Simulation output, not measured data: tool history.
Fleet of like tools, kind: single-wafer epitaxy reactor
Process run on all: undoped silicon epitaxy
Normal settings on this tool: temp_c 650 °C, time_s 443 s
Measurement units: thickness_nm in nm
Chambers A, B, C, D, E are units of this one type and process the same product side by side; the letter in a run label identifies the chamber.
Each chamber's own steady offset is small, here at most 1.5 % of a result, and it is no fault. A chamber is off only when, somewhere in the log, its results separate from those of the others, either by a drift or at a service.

run   hour  temp_c  time_s  hours since the last pyrometer calibration  read-back reference wafer on the same gauge, thickness_nm  thickness_nm
 1C      6     650     443                                       371.2                                                     61.313        74.433
 2E   12.4     650     443                                      1571.7                                                     61.281        74.082
 3D   21.7     650     443                                       249.1                                                     61.257        75.599
 4B   27.4     650     443                                       449.2                                                     61.269        73.948
 5A   34.4     650     443                                         877                                                     61.248        73.868
 6C   38.8     650     443                                         404                                                     61.274        74.371
 7A   43.4     650     443                                         886                                                     61.245        73.887
 8D   48.7     650     443                                       276.1                                                     61.245        75.492
 9E     56     650     443                                      1615.3                                                     61.231         73.92
10B   60.9     650     443                                       482.7                                                      61.23        74.103
11D   69.8     650     443                                       297.2                                                     61.224        75.318
12C   78.9     650     443                                       444.1                                                     61.202        74.247
13B   87.7     650     443                                       509.5                                                     61.192        74.036
14A     97     650     443                                       939.6                                                     61.184        73.677
15E  102.3     650     443                                      1661.6                                                     61.175        73.892
16D    110     650     443                                       337.4                                                     61.162        75.204
17C  115.8     650     443                                         481                                                     61.143        74.335
18B  120.7     650     443                                       542.5                                                     61.164        73.956
19A  125.3     650     443                                       967.9                                                     61.151        73.849
20E  131.3     650     443                                      1690.6                                                     61.153        73.734
21E  137.6     650     443                                      1696.9                                                     61.126        73.816
22A  143.4     664     443                                         986                                                     61.131         99.52
23B  150.4     664     443                                       572.2                                                     61.126        100.09
24D  155.1     664     443                                       382.5                                                     61.096        102.02
25C  164.6     664     443                                       529.8                                                     61.102        100.56
26E  171.5     664     443                                      1730.8                                                     61.095        99.788
27B  180.5     650     443                                       602.3                                                     61.075        73.881
28A  188.7     650     408                                      1031.3                                                     61.081         67.84
29C    198     650     408                                       563.2                                                     61.063        68.144
30D  203.6     650     408                                         431                                                      61.04        69.233
31D  209.6     650     408                                         437                                                     61.034        69.223
32A  217.5     650     408                                      1060.1                                                     61.025        67.739
33E  222.3     650     443                                      1781.6                                                      61.04        73.678

Which is it: a chamber that has drifted or been left off by a service, a gauge drift common to all chambers, or only each chamber's usual small offset? If a chamber is off, name it and its likeliest cause.

Every chamber seems to shift together because the gauge that measures them all drifts; the chambers themselves are fine.
Most likely cause: gauge reads low (%) = 0.456.
